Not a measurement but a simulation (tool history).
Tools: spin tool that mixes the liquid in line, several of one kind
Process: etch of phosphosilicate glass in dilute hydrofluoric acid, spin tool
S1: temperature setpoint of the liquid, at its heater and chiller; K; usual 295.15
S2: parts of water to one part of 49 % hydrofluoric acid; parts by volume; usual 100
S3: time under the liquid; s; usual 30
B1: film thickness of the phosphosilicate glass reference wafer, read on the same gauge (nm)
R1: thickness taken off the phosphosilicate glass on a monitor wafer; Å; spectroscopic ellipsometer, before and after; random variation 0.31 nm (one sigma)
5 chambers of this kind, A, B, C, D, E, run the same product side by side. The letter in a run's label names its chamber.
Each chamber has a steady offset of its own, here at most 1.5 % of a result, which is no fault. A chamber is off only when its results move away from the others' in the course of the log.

run	day	S1	S2	S3	B1	R1
1A	0.358	295.15	100	30	120	427.01
2E	0.638	295.15	100	30	119.97	428.67
3C	1.017	295.15	100	30	120.03	422.04
4D	1.262	295.15	100	30	119.99	424.9
5B	1.479	295.15	100	30	120	429.33
6A	1.825	295.15	100	30	119.99	428.08
7E	2.033	295.15	100	30	119.99	429.2
8B	2.508	295.15	100	30	120.02	424.93
9D	2.883	295.15	100	30	119.98	423.48
10C	3.342	295.15	100	30	119.99	424.86
11E	3.658	295.15	100	30	120.01	437.21
12A	3.962	295.15	100	30	120	432
13D	4.438	295.15	100	30	119.99	420.95
14B	4.896	292.65	100	30	119.99	388.27
15C	5.267	292.65	100	30	120	385.86
16B	5.738	292.65	100	30	120	387.4
17D	6.054	292.65	100	30	119.98	381.56
18C	6.258	292.65	100	30	120	385.98
19A	6.521	295.15	100	30	119.98	425.65
20E	6.738	295.15	100	30	119.99	432.26
21C	7.15	295.15	100	30	119.97	429.1
22E	7.45	295.15	100	30	119.99	432.13
23A	7.688	295.15	100	30	120.02	432.8
24B	7.925	295.15	100	30	120	428.78
25D	8.329	295.15	100	30	120.02	428.12
26E	8.688	295.15	140	20	119.98	197.6
27D	9.029	295.15	140	20	120	191.35
# day 9.292: chamber E: hydrofluoric acid flow meter replaced
28C	9.362	295.15	140	20	120.01	195.19
29A	9.738	295.15	140	20	120.01	196.08
30B	10.196	295.15	140	20	120.01	198.03
31C	10.504	295.15	100	30	119.97	427.49
32E	10.8	295.15	100	30	120	436.3
33A	11.104	295.15	100	30	120.01	429
# day 11.162: chamber D: thermometer replaced
34B	11.558	295.15	100	30	119.99	427.17
35D	11.954	295.15	100	30	119.96	426.08
36E	12.346	295.15	100	30	119.99	439.39
37A	12.604	295.15	60	45	119.98	1138.3
38D	12.917	295.15	60	45	119.99	1100.5
39B	13.321	295.15	60	45	120.01	1116.5

All 5 chambers run these settings next. Forecast each chamber's results:
40A	13.662	293.65	100	30		?
40B	13.662	293.65	100	30		?
40C	13.662	293.65	100	30		?
40D	13.662	293.65	100	30		?
40E	13.662	293.65	100	30		?

run	R1
40A	402.88
40B	401.63
40C	402.98
40D	396.89
40E	409.76
